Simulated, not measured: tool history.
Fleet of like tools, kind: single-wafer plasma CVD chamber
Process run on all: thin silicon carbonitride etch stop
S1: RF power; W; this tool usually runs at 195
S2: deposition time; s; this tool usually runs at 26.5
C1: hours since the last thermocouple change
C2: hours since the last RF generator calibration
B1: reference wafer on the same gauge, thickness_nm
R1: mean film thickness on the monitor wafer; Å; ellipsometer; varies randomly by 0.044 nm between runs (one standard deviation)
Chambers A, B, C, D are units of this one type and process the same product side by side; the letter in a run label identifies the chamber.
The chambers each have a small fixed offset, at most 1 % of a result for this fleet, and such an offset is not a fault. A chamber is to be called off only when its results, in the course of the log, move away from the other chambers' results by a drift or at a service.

{"run": "1A", "hour": 6.2, "S1": 195, "S2": 26.5, "C1": 1770.6, "C2": 537.4, "B1": 15.096, "R1": 150.5}
{"run": "2C", "hour": 14.5, "S1": 195, "S2": 26.5, "C1": 502.9, "C2": 863.8, "B1": 15.106, "R1": 149.2}
{"run": "3B", "hour": 20.1, "S1": 195, "S2": 26.5, "C1": 169.7, "C2": 173.4, "B1": 15.096, "R1": 149.87}
{"run": "4D", "hour": 29.8, "S1": 195, "S2": 26.5, "C1": 60.8, "C2": 1279.5, "B1": 15.099, "R1": 149.51}
{"run": "5C", "hour": 35.7, "S1": 195, "S2": 26.5, "C1": 524.1, "C2": 885, "B1": 15.099, "R1": 149.53}
{"run": "6A", "hour": 45.4, "S1": 195, "S2": 26.5, "C1": 1809.8, "C2": 576.6, "B1": 15.093, "R1": 150.74}
{"run": "7D", "hour": 52.2, "S1": 195, "S2": 26.5, "C1": 83.2, "C2": 1301.9, "B1": 15.111, "R1": 150.6}
{"run": "8B", "hour": 57.7, "S1": 195, "S2": 26.5, "C1": 207.3, "C2": 211, "B1": 15.103, "R1": 151.07}
{"run": "9B", "hour": 64.3, "S1": 195, "S2": 26.5, "C1": 213.9, "C2": 217.6, "B1": 15.101, "R1": 150.63}
{"run": "10C", "hour": 71.2, "S1": 195, "S2": 26.5, "C1": 559.6, "C2": 920.5, "B1": 15.099, "R1": 149.36}
{"run": "11D", "hour": 78.2, "S1": 195, "S2": 26.5, "C1": 109.2, "C2": 1327.9, "B1": 15.095, "R1": 150.18}
{"run": "12A", "hour": 88.4, "S1": 210, "S2": 23.2, "C1": 1852.8, "C2": 619.6, "B1": 15.099, "R1": 134.5}
{"run": "13C", "hour": 96.8, "S1": 210, "S2": 23.2, "C1": 585.2, "C2": 946.1, "B1": 15.098, "R1": 134.88}
{"run": "14B", "hour": 103.1, "S1": 210, "S2": 23.2, "C1": 252.7, "C2": 256.4, "B1": 15.099, "R1": 134.2}
{"run": "15D", "hour": 113.6, "S1": 210, "S2": 23.2, "C1": 144.6, "C2": 1363.3, "B1": 15.104, "R1": 133.89}
{"run": "16A", "hour": 123.1, "S1": 195, "S2": 26.5, "C1": 1887.5, "C2": 654.3, "B1": 15.109, "R1": 150.35}
{"run": "17D", "hour": 131.8, "S1": 195, "S2": 26.5, "C1": 162.8, "C2": 1381.5, "B1": 15.098, "R1": 150.02}
{"run": "18C", "hour": 139.0, "S1": 195, "S2": 26.5, "C1": 627.4, "C2": 988.3, "B1": 15.085, "R1": 149.86}
{"run": "19B", "hour": 146.1, "S1": 195, "S2": 26.5, "C1": 295.7, "C2": 299.4, "B1": 15.104, "R1": 150.91}
{"run": "20A", "hour": 154.1, "S1": 195, "S2": 26.5, "C1": 1918.5, "C2": 685.3, "B1": 15.098, "R1": 150.54}
{"run": "21B", "hour": 164.2, "S1": 220, "S2": 23.1, "C1": 313.8, "C2": 317.5, "B1": 15.104, "R1": 136.79}
{"run": "22C", "hour": 172.6, "S1": 220, "S2": 23.1, "C1": 661, "C2": 1021.9, "B1": 15.093, "R1": 135.16}
{"run": "23D", "hour": 181.9, "S1": 220, "S2": 23.1, "C1": 212.9, "C2": 1431.6, "B1": 15.093, "R1": 135.53}
{"run": "24A", "hour": 191.9, "S1": 220, "S2": 23.1, "C1": 1956.3, "C2": 723.1, "B1": 15.1, "R1": 137.01}
{"run": "25D", "hour": 200.5, "S1": 195, "S2": 26.5, "C1": 231.5, "C2": 1450.2, "B1": 15.089, "R1": 149.79}
{"run": "26C", "hour": 211.3, "S1": 195, "S2": 26.5, "C1": 699.7, "C2": 1060.6, "B1": 15.105, "R1": 149.61}
{"run": "27B", "hour": 220.2, "S1": 195, "S2": 26.5, "C1": 369.8, "C2": 373.5, "B1": 15.11, "R1": 150.79}
{"run": "28A", "hour": 226.5, "S1": 195, "S2": 26.5, "C1": 1990.9, "C2": 757.7, "B1": 15.097, "R1": 150.19}
{"run": "29B", "hour": 235.6, "S1": 195, "S2": 26.5, "C1": 385.2, "C2": 388.9, "B1": 15.098, "R1": 150.52}
{"run": "30D", "hour": 245.8, "S1": 195, "S2": 26.5, "C1": 276.8, "C2": 1495.5, "B1": 15.104, "R1": 149.31}
{"run": "31C", "hour": 255.1, "S1": 195, "S2": 28.1, "C1": 743.5, "C2": 1104.4, "B1": 15.105, "R1": 158.35}
{"run": "32A", "hour": 265.2, "S1": 195, "S2": 28.1, "C1": 2029.6, "C2": 796.4, "B1": 15.099, "R1": 159.76}
{"run": "33B", "hour": 272.6, "S1": 195, "S2": 28.1, "C1": 422.2, "C2": 425.9, "B1": 15.098, "R1": 159.71}
{"run": "34A", "hour": 283.4, "S1": 195, "S2": 28.1, "C1": 2047.8, "C2": 814.6, "B1": 15.102, "R1": 159.37}
{"run": "35C", "hour": 289.0, "S1": 195, "S2": 26.5, "C1": 777.4, "C2": 1138.3, "B1": 15.092, "R1": 149.94}
{"run": "36D", "hour": 296.9, "S1": 195, "S2": 26.5, "C1": 327.9, "C2": 1546.6, "B1": 15.1, "R1": 149.44}
{"run": "37C", "hour": 304.3, "S1": 195, "S2": 26.5, "C1": 792.7, "C2": 1153.6, "B1": 15.09, "R1": 149.01}
{"run": "38D", "hour": 314.5, "S1": 195, "S2": 26.5, "C1": 345.5, "C2": 1564.2, "B1": 15.102, "R1": 149.22}
{"hour": 318.3, "done": "chamber C: RF generator calibrated"}
{"run": "39B", "hour": 324.4, "S1": 195, "S2": 26.5, "C1": 474, "C2": 477.7, "B1": 15.108, "R1": 150.9}
{"run": "40A", "hour": 329.7, "S1": 195, "S2": 26.5, "C1": 2094.1, "C2": 860.9, "B1": 15.09, "R1": 151.46}
{"run": "41A", "hour": 335.3, "S1": 195, "S2": 26.5, "C1": 2099.7, "C2": 866.5, "B1": 15.105, "R1": 150.78}
{"run": "42D", "hour": 340.5, "S1": 195, "S2": 29.7, "C1": 371.5, "C2": 1590.2, "B1": 15.102, "R1": 167.89}
{"run": "43B", "hour": 347.4, "S1": 195, "S2": 29.7, "C1": 497, "C2": 500.7, "B1": 15.099, "R1": 168.75}
{"run": "44C", "hour": 356.8, "S1": 195, "S2": 29.7, "C1": 845.2, "C2": 38.5, "B1": 15.096, "R1": 166.99}

One chamber off, gauge drift, or nothing amiss beyond the chambers' own small offsets? If it is a chamber, which one, and what is the likeliest cause?

No chamber stands off beyond its own small offset, and the gauge holds steady.
